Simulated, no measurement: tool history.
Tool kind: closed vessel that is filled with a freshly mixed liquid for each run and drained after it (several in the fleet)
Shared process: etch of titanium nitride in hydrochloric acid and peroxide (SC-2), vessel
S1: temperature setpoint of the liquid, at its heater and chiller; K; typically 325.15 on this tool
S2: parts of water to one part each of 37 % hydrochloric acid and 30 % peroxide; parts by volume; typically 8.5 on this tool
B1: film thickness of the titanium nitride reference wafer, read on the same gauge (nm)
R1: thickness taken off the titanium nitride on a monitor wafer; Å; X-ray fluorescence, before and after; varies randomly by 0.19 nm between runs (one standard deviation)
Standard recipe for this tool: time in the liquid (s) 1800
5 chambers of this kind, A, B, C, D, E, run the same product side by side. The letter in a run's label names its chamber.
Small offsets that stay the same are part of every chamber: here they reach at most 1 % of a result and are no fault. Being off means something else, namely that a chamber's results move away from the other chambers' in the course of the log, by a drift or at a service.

Run 1C, hour 6.2: usual settings; B1 110. Result: R1 396.06 Å.
Run 2E, hour 12.5: usual settings; B1 109.99. Result: R1 403.68 Å.
Run 3B, hour 18.2: usual settings; B1 110.01. Result: R1 399.54 Å.
At hour 22.9: chamber B: chemicals flow meter replaced.
Run 4A, hour 25.3: usual settings; B1 110.01. Result: R1 391.56 Å.
Run 5D, hour 31.7: usual settings; B1 110.01. Result: R1 401.18 Å.
Run 6C, hour 37.9: usual settings; B1 110. Result: R1 396.77 Å.
Run 7A, hour 42.9: usual settings but time in the liquid (s) 890; B1 110.05. Result: R1 197.58 Å.
Run 8B, hour 50.3: usual settings but time in the liquid (s) 890; B1 110.03. Result: R1 196.73 Å.
Run 9D, hour 54.8: usual settings but time in the liquid (s) 890; B1 110.04. Result: R1 196.95 Å.
Run 10E, hour 61.3: usual settings but time in the liquid (s) 890; B1 109.99. Result: R1 196.39 Å.
Run 11A, hour 70.1: usual settings but time in the liquid (s) 890; B1 110.01. Result: R1 195.16 Å.
Run 12D, hour 78.8: usual settings; B1 109.99. Result: R1 401.41 Å.
Run 13E, hour 83.5: usual settings; B1 110.04. Result: R1 400.89 Å.
Run 14B, hour 92.1: usual settings; B1 109.99. Result: R1 401.59 Å.
Run 15C, hour 99.7: usual settings; B1 109.98. Result: R1 401.18 Å.
Run 16B, hour 103.8: usual settings; B1 110.03. Result: R1 399.71 Å.
Run 17E, hour 108.6: usual settings but S2 11.5 parts by volume, time in the liquid (s) 2670; B1 109.97. Result: R1 460.38 Å.
At hour 111.8: chamber D: new drum of peroxide connected.
Run 18D, hour 116: usual settings but S2 11.5 parts by volume, time in the liquid (s) 2670; B1 110.03. Result: R1 464.81 Å.
Run 19C, hour 124.2: usual settings but S2 11.5 parts by volume, time in the liquid (s) 2670; B1 109.98. Result: R1 455.18 Å.
Run 20A, hour 130.3: usual settings but S2 11.5 parts by volume, time in the liquid (s) 2670; B1 109.98. Result: R1 457.78 Å.
Run 21A, hour 139: usual settings but S2 11.5 parts by volume, time in the liquid (s) 2670; B1 109.98. Result: R1 456.64 Å.
Run 22B, hour 147.8: usual settings; B1 110. Result: R1 397.6 Å.
Run 23E, hour 156.7: usual settings; B1 110.04. Result: R1 400.47 Å.
Run 24D, hour 166: usual settings; B1 110.05. Result: R1 402.69 Å.
Run 25C, hour 175.4: usual settings; B1 110. Result: R1 396.25 Å.
Run 26B, hour 182.3: usual settings; B1 109.98. Result: R1 398.07 Å.
Run 27E, hour 188.3: usual settings; B1 109.99. Result: R1 396.77 Å.
Run 28A, hour 194.4: usual settings; B1 109.99. Result: R1 397.18 Å.
Run 29D, hour 203.8: usual settings; B1 110.01. Result: R1 406.67 Å.
Run 30C, hour 208.2: usual settings; B1 110.02. Result: R1 398.86 Å.
Run 31A, hour 213.6: usual settings; B1 110. Result: R1 391.54 Å.
Run 32E, hour 223.1: usual settings; B1 109.99. Result: R1 402.72 Å.
Run 33B, hour 229.8: usual settings; B1 109.97. Result: R1 397.46 Å.
Run 34C, hour 238.5: usual settings; B1 110.04. Result: R1 398.39 Å.
Run 35D, hour 247: usual settings; B1 109.97. Result: R1 413.28 Å.
Run 36E, hour 252.5: usual settings but time in the liquid (s) 2260; B1 110.03. Result: R1 500.98 Å.
Run 37D, hour 256.8: usual settings but time in the liquid (s) 2260; B1 109.99. Result: R1 520.02 Å.
Run 38B, hour 261.7: usual settings but time in the liquid (s) 2260; B1 110. Result: R1 498.38 Å.
Run 39A, hour 271.2: usual settings but time in the liquid (s) 2260; B1 109.97. Result: R1 494.43 Å.
Run 40C, hour 278.3: usual settings but time in the liquid (s) 2260; B1 110. Result: R1 497.94 Å.

Next, all 5 chambers run the settings below, one line each with question marks for the results. What does each chamber give?
Run 41A, hour 285.2: usual settings but S1 316.65 K. Result: R1 ?.
Run 41B, hour 285.2: usual settings but S1 316.65 K. Result: R1 ?.
Run 41C, hour 285.2: usual settings but S1 316.65 K. Result: R1 ?.
Run 41D, hour 285.2: usual settings but S1 316.65 K. Result: R1 ?.
Run 41E, hour 285.2: usual settings but S1 316.65 K. Result: R1 ?.

run      R1
41A  222.15
41B  224.12
41C  223.73
41D  233.75
41E  227.56
